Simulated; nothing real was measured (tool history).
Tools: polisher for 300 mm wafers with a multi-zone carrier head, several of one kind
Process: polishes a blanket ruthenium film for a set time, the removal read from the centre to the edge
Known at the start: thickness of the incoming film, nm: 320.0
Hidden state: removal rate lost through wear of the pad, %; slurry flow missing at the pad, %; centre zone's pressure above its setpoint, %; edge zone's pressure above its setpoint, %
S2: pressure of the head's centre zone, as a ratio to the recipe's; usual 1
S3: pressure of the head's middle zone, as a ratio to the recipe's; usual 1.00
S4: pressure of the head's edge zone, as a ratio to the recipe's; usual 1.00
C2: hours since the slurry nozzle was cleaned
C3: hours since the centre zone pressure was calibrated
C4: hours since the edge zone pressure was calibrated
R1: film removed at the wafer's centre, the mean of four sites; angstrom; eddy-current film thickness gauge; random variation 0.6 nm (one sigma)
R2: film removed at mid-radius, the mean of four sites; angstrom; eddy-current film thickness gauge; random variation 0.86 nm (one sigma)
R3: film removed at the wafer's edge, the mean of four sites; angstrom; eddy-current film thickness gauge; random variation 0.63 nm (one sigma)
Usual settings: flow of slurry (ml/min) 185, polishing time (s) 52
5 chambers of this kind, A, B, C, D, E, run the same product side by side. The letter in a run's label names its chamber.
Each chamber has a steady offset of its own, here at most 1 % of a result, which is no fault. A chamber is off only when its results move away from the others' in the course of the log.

{"run": "1D", "hour": 11.6, "flow of slurry (ml/min)": 185, "S2": 1, "S3": 1.0, "S4": 1.0, "polishing time (s)": 52, "wafers polished on this pad": 370, "C2": 130.6, "C3": 382.8, "C4": 1077.9, "R1": 800.2, "R2": 804.34, "R3": 808.26}
{"hour": 17.9, "done": "chamber E: worn pad replaced by a new one"}
{"run": "2E", "hour": 21.8, "flow of slurry (ml/min)": 185, "S2": 1, "S3": 1.0, "S4": 1.0, "polishing time (s)": 52, "wafers polished on this pad": 28, "C2": 245.7, "C3": 121.4, "C4": 506.0, "R1": 813.35, "R2": 813.98, "R3": 817.59}
{"run": "3C", "hour": 30.4, "flow of slurry (ml/min)": 185, "S2": 1, "S3": 1.0, "S4": 1.0, "polishing time (s)": 52, "wafers polished on this pad": 685, "C2": 220.7, "C3": 229.7, "C4": 146.7, "R1": 809.27, "R2": 812.2, "R3": 794.83}
{"run": "4B", "hour": 41.4, "flow of slurry (ml/min)": 185, "S2": 1, "S3": 1.0, "S4": 1.0, "polishing time (s)": 52, "wafers polished on this pad": 1152, "C2": 49.5, "C3": 72.9, "C4": 1245.3, "R1": 809.23, "R2": 832.59, "R3": 799.69}
{"hour": 45.0, "done": "chamber C: slurry nozzle cleaned"}
{"run": "5A", "hour": 53.1, "flow of slurry (ml/min)": 185, "S2": 1, "S3": 1.0, "S4": 1.0, "polishing time (s)": 52, "wafers polished on this pad": 1344, "C2": 177.3, "C3": 389.9, "C4": 630.2, "R1": 783.38, "R2": 811.41, "R3": 806.49}
{"run": "6E", "hour": 59.9, "flow of slurry (ml/min)": 185, "S2": 1, "S3": 1.0, "S4": 1.0, "polishing time (s)": 52, "wafers polished on this pad": 303, "C2": 283.8, "C3": 159.5, "C4": 544.1, "R1": 810.79, "R2": 808.59, "R3": 814.29}
{"hour": 65.2, "done": "chamber A: worn pad replaced by a new one"}
{"hour": 70.2, "done": "chamber B: worn pad replaced by a new one"}
{"run": "7A", "hour": 70.6, "flow of slurry (ml/min)": 185, "S2": 1, "S3": 1.0, "S4": 1.0, "polishing time (s)": 52, "wafers polished on this pad": 39, "C2": 194.8, "C3": 407.4, "C4": 647.7, "R1": 797.75, "R2": 810.35, "R3": 801.25}
{"run": "8C", "hour": 82.8, "flow of slurry (ml/min)": 185, "S2": 1, "S3": 1.0, "S4": 1.0, "polishing time (s)": 52, "wafers polished on this pad": 1064, "C2": 37.8, "C3": 282.1, "C4": 199.1, "R1": 805.9, "R2": 803.81, "R3": 808.86}
{"hour": 85.3, "done": "chamber C: worn pad replaced by a new one"}
{"run": "9B", "hour": 93.5, "flow of slurry (ml/min)": 185, "S2": 1, "S3": 1.0, "S4": 1.0, "polishing time (s)": 52, "wafers polished on this pad": 168, "C2": 101.6, "C3": 125.0, "C4": 1297.4, "R1": 791.81, "R2": 822.91, "R3": 808.09}
{"hour": 94.7, "done": "chamber B: edge zone pressure recalibrated"}
{"hour": 100.4, "done": "chamber D: centre zone pressure recalibrated"}
{"run": "10D", "hour": 105.5, "flow of slurry (ml/min)": 235, "S2": 1, "S3": 1.0, "S4": 1.0, "polishing time (s)": 40, "wafers polished on this pad": 1048, "C2": 224.5, "C3": 5.1, "C4": 1171.8, "R1": 645.46, "R2": 645.47, "R3": 631.02}
{"run": "11C", "hour": 117.0, "flow of slurry (ml/min)": 235, "S2": 1, "S3": 1.0, "S4": 1.0, "polishing time (s)": 40, "wafers polished on this pad": 229, "C2": 72.0, "C3": 316.3, "C4": 233.3, "R1": 640.3, "R2": 631.55, "R3": 629.9}
{"hour": 117.9, "done": "chamber E: worn pad replaced by a new one"}
{"run": "12D", "hour": 127.2, "flow of slurry (ml/min)": 235, "S2": 1, "S3": 1.0, "S4": 1.0, "polishing time (s)": 40, "wafers polished on this pad": 1205, "C2": 246.2, "C3": 26.8, "C4": 1193.5, "R1": 639.26, "R2": 624.14, "R3": 638.75}
{"hour": 133.7, "done": "chamber D: worn pad replaced by a new one"}
{"run": "13A", "hour": 136.5, "flow of slurry (ml/min)": 235, "S2": 1, "S3": 1.0, "S4": 1.0, "polishing time (s)": 40, "wafers polished on this pad": 515, "C2": 260.7, "C3": 473.3, "C4": 713.6, "R1": 638.94, "R2": 640.37, "R3": 632.08}
{"run": "14E", "hour": 148.7, "flow of slurry (ml/min)": 235, "S2": 1, "S3": 1.0, "S4": 1.0, "polishing time (s)": 40, "wafers polished on this pad": 223, "C2": 372.6, "C3": 248.3, "C4": 632.9, "R1": 655.62, "R2": 651.44, "R3": 642.78}
{"run": "15B", "hour": 156.3, "flow of slurry (ml/min)": 185, "S2": 1, "S3": 1.0, "S4": 1.0, "polishing time (s)": 52, "wafers polished on this pad": 622, "C2": 164.4, "C3": 187.8, "C4": 61.6, "R1": 798.23, "R2": 827.78, "R3": 817.64}
{"run": "16C", "hour": 167.1, "flow of slurry (ml/min)": 185, "S2": 1, "S3": 1.0, "S4": 1.0, "polishing time (s)": 52, "wafers polished on this pad": 591, "C2": 122.1, "C3": 366.4, "C4": 283.4, "R1": 794.76, "R2": 813.46, "R3": 799.16}
{"run": "17E", "hour": 174.5, "flow of slurry (ml/min)": 160, "S2": 1, "S3": 1.0, "S4": 1.0, "polishing time (s)": 52, "wafers polished on this pad": 409, "C2": 398.4, "C3": 274.1, "C4": 658.7, "R1": 800.56, "R2": 782.89, "R3": 792.32}
{"hour": 177.0, "done": "chamber E: slurry nozzle cleaned"}
{"run": "18B", "hour": 183.4, "flow of slurry (ml/min)": 160, "S2": 1, "S3": 1.0, "S4": 1.0, "polishing time (s)": 52, "wafers polished on this pad": 818, "C2": 191.5, "C3": 214.9, "C4": 88.7, "R1": 790.7, "R2": 787.06, "R3": 802.64}
{"hour": 187.8, "done": "chamber C: centre zone pressure recalibrated"}
{"run": "19D", "hour": 197.1, "flow of slurry (ml/min)": 160, "S2": 1, "S3": 1.0, "S4": 1.0, "polishing time (s)": 52, "wafers polished on this pad": 458, "C2": 316.1, "C3": 96.7, "C4": 1263.4, "R1": 783.93, "R2": 768.54, "R3": 798.71}
{"run": "20A", "hour": 205.0, "flow of slurry (ml/min)": 160, "S2": 1, "S3": 1.0, "S4": 1.0, "polishing time (s)": 52, "wafers polished on this pad": 1010, "C2": 329.2, "C3": 541.8, "C4": 782.1, "R1": 779.94, "R2": 794.37, "R3": 787.6}
{"hour": 207.5, "done": "chamber C: worn pad replaced by a new one"}
{"run": "21D", "hour": 216.3, "flow of slurry (ml/min)": 160, "S2": 1, "S3": 1.0, "S4": 1.0, "polishing time (s)": 52, "wafers polished on this pad": 597, "C2": 335.3, "C3": 115.9, "C4": 1282.6, "R1": 789.49, "R2": 790.81, "R3": 790.57}
{"hour": 220.0, "done": "chamber E: worn pad replaced by a new one"}
{"run": "22B", "hour": 225.7, "flow of slurry (ml/min)": 185, "S2": 1, "S3": 1.0, "S4": 1.0, "polishing time (s)": 52, "wafers polished on this pad": 1124, "C2": 233.8, "C3": 257.2, "C4": 131.0, "R1": 801.89, "R2": 810.2, "R3": 810.05}
{"run": "23C", "hour": 238.2, "flow of slurry (ml/min)": 185, "S2": 1, "S3": 1.0, "S4": 1.06, "polishing time (s)": 52, "wafers polished on this pad": 222, "C2": 193.2, "C3": 50.5, "C4": 354.5, "R1": 845.53, "R2": 805.55, "R3": 830.9}
{"hour": 241.2, "done": "chamber A: worn pad replaced by a new one"}
{"run": "24A", "hour": 249.5, "flow of slurry (ml/min)": 185, "S2": 1, "S3": 1.0, "S4": 1.06, "polishing time (s)": 52, "wafers polished on this pad": 60, "C2": 373.7, "C3": 586.3, "C4": 826.6, "R1": 808.98, "R2": 828.91, "R3": 834.41}
{"hour": 254.2, "done": "chamber B: worn pad replaced by a new one"}
{"run": "25E", "hour": 261.4, "flow of slurry (ml/min)": 185, "S2": 1, "S3": 1.0, "S4": 1.06, "polishing time (s)": 52, "wafers polished on this pad": 299, "C2": 84.5, "C3": 361.0, "C4": 745.6, "R1": 811.14, "R2": 793.98, "R3": 841.0}
{"hour": 267.8, "done": "chamber A: slurry nozzle cleaned"}
{"hour": 273.2, "done": "chamber C: slurry nozzle cleaned"}
{"run": "26D", "hour": 275.6, "flow of slurry (ml/min)": 185, "S2": 1, "S3": 1.0, "S4": 1.06, "polishing time (s)": 52, "wafers polished on this pad": 1025, "C2": 394.6, "C3": 175.2, "C4": 1341.9, "R1": 808.6, "R2": 807.19, "R3": 840.36}
{"hour": 276.6, "done": "chamber D: edge zone pressure recalibrated"}
{"hour": 286.9, "done": "chamber A: centre zone pressure recalibrated"}
{"run": "27E", "hour": 288.6, "flow of slurry (ml/min)": 185, "S2": 1, "S3": 1.0, "S4": 1.06, "polishing time (s)": 52, "wafers polished on this pad": 496, "C2": 111.7, "C3": 388.2, "C4": 772.8, "R1": 814.91, "R2": 798.71, "R3": 838.7}
{"hour": 292.7, "done": "chamber B: slurry nozzle cleaned"}
{"run": "28B", "hour": 299.3, "flow of slurry (ml/min)": 165, "S2": 1, "S3": 0.95, "S4": 1.0, "polishing time (s)": 52, "wafers polished on this pad": 326, "C2": 6.6, "C3": 330.8, "C4": 204.6, "R1": 785.52, "R2": 747.22, "R3": 794.99}
{"run": "29A", "hour": 312.5, "flow of slurry (ml/min)": 165, "S2": 1, "S3": 0.95, "S4": 1.0, "polishing time (s)": 52, "wafers polished on this pad": 515, "C2": 44.8, "C3": 25.7, "C4": 889.6, "R1": 776.33, "R2": 763.96, "R3": 796.1}
{"hour": 314.2, "done": "chamber E: worn pad replaced by a new one"}
{"run": "30C", "hour": 322.2, "flow of slurry (ml/min)": 165, "S2": 1, "S3": 0.95, "S4": 1.0, "polishing time (s)": 52, "wafers polished on this pad": 829, "C2": 49.0, "C3": 134.5, "C4": 438.5, "R1": 837.74, "R2": 755.13, "R3": 801.03}
{"run": "31B", "hour": 331.2, "flow of slurry (ml/min)": 165, "S2": 1, "S3": 0.95, "S4": 1.0, "polishing time (s)": 52, "wafers polished on this pad": 556, "C2": 38.5, "C3": 362.7, "C4": 236.5, "R1": 781.16, "R2": 759.89, "R3": 795.47}
{"hour": 338.4, "done": "chamber C: worn pad replaced by a new one"}
{"run": "32C", "hour": 341.5, "flow of slurry (ml/min)": 165, "S2": 1, "S3": 0.95, "S4": 1.0, "polishing time (s)": 52, "wafers polished on this pad": 22, "C2": 68.3, "C3": 153.8, "C4": 457.8, "R1": 828.73, "R2": 764.89, "R3": 789.49}
{"hour": 345.6, "done": "chamber D: worn pad replaced by a new one"}
{"run": "33E", "hour": 354.5, "flow of slurry (ml/min)": 185, "S2": 1, "S3": 1.0, "S4": 1.0, "polishing time (s)": 52, "wafers polished on this pad": 291, "C2": 177.6, "C3": 454.1, "C4": 838.7, "R1": 814.55, "R2": 803.66, "R3": 813.93}
{"run": "34A", "hour": 369.0, "flow of slurry (ml/min)": 185, "S2": 1, "S3": 1.0, "S4": 1.0, "polishing time (s)": 52, "wafers polished on this pad": 924, "C2": 101.3, "C3": 82.2, "C4": 946.1, "R1": 791.6, "R2": 813.75, "R3": 810.83}
{"run": "35D", "hour": 379.5, "flow of slurry (ml/min)": 185, "S2": 1, "S3": 1.0, "S4": 1.0, "polishing time (s)": 52, "wafers polished on this pad": 245, "C2": 498.5, "C3": 279.1, "C4": 102.9, "R1": 809.54, "R2": 811.6, "R3": 804.07}
{"run": "36C", "hour": 390.4, "flow of slurry (ml/min)": 185, "S2": 1, "S3": 1.0, "S4": 1.0, "polishing time (s)": 52, "wafers polished on this pad": 376, "C2": 117.2, "C3": 202.7, "C4": 506.7, "R1": 832.05, "R2": 804.78, "R3": 800.98}
{"hour": 395.5, "done": "chamber E: worn pad replaced by a new one"}
{"run": "37E", "hour": 396.9, "flow of slurry (ml/min)": 185, "S2": 1, "S3": 1.0, "S4": 1.0, "polishing time (s)": 69, "wafers polished on this pad": 10, "C2": 220.0, "C3": 496.5, "C4": 881.1, "R1": 1084.1, "R2": 1062.2, "R3": 1083.7}
{"hour": 407.6, "done": "chamber B: centre zone pressure recalibrated"}
{"run": "38D", "hour": 409.0, "flow of slurry (ml/min)": 185, "S2": 1, "S3": 1.0, "S4": 1.0, "polishing time (s)": 69, "wafers polished on this pad": 458, "C2": 528.0, "C3": 308.6, "C4": 132.4, "R1": 1075.0, "R2": 1077.6, "R3": 1085.7}
{"hour": 414.3, "done": "chamber C: edge zone pressure recalibrated"}
{"run": "39A", "hour": 419.0, "flow of slurry (ml/min)": 185, "S2": 1, "S3": 1.0, "S4": 1.0, "polishing time (s)": 69, "wafers polished on this pad": 1285, "C2": 151.3, "C3": 132.2, "C4": 996.1, "R1": 1050.7, "R2": 1048.9, "R3": 1072.1}
{"run": "40B", "hour": 432.9, "flow of slurry (ml/min)": 185, "S2": 1, "S3": 1.0, "S4": 1.0, "polishing time (s)": 69, "wafers polished on this pad": 1291, "C2": 140.2, "C3": 25.4, "C4": 338.2, "R1": 1068.2, "R2": 1068.9, "R3": 1061.9}
{"run": "41A", "hour": 443.9, "flow of slurry (ml/min)": 185, "S2": 1, "S3": 1.0, "S4": 1.0, "polishing time (s)": 69, "wafers polished on this pad": 1465, "C2": 176.2, "C3": 157.1, "C4": 1021.0, "R1": 1061.4, "R2": 1072.0, "R3": 1058.2}
{"run": "42B", "hour": 454.0, "flow of slurry (ml/min)": 185, "S2": 1, "S3": 1.0, "S4": 1.0, "polishing time (s)": 52, "wafers polished on this pad": 1444, "C2": 161.3, "C3": 46.5, "C4": 359.3, "R1": 808.9, "R2": 816.7, "R3": 812.0}
{"run": "43C", "hour": 460.6, "flow of slurry (ml/min)": 185, "S2": 1, "S3": 1.0, "S4": 1.0, "polishing time (s)": 52, "wafers polished on this pad": 883, "C2": 187.4, "C3": 272.9, "C4": 46.3, "R1": 831.58, "R2": 801.73, "R3": 803.54}

What goes on in this fleet: one chamber off, a drifting gauge, or nothing beyond the chambers' own small offsets? Name the chamber and the cause, if any.

A service left chamber C off against the others.
Cause: centre zone's pressure above its setpoint, % = 4.59.

Here are 4 candidates for chamber C's next run, each the usual settings with a change, their results left as question marks. Which one brings its results back in line with what the others give on the usual settings?
In line means no further than this from the other chambers' mean on the usual settings: R1 21.00 angstrom; R2 30.00 angstrom; R3 22.00 angstrom
{"run": "44C-1", "hour": 471.1, "flow of slurry (ml/min)": 180, "S2": 0.91, "S3": 1.01, "S4": 1.04, "polishing time (s)": 52, "R1": "?", "R2": "?", "R3": "?"}
{"run": "44C-2", "hour": 471.1, "flow of slurry (ml/min)": 190, "S2": 1.04, "S3": 1.0, "S4": 0.98, "polishing time (s)": 52, "R1": "?", "R2": "?", "R3": "?"}
{"run": "44C-3", "hour": 471.1, "flow of slurry (ml/min)": 190, "S2": 1.09, "S3": 0.99, "S4": 0.96, "polishing time (s)": 52, "R1": "?", "R2": "?", "R3": "?"}
{"run": "44C-4", "hour": 471.1, "flow of slurry (ml/min)": 180, "S2": 0.96, "S3": 1.0, "S4": 1.02, "polishing time (s)": 52, "R1": "?", "R2": "?", "R3": "?"}

The other chambers' mean on the usual settings: R1 803.21 angstrom; R2 806.29 angstrom; R3 807.75 angstrom
run=44C-1 R1=756.58 R2=805.15 R3=812.54
run=44C-2 R1=885.71 R2=804.10 R3=792.38
run=44C-3 R1=932.58 R2=796.61 R3=784.04
run=44C-4 R1=803.03 R2=797.72 R3=804.28
44C-4 brings the chamber back in line.
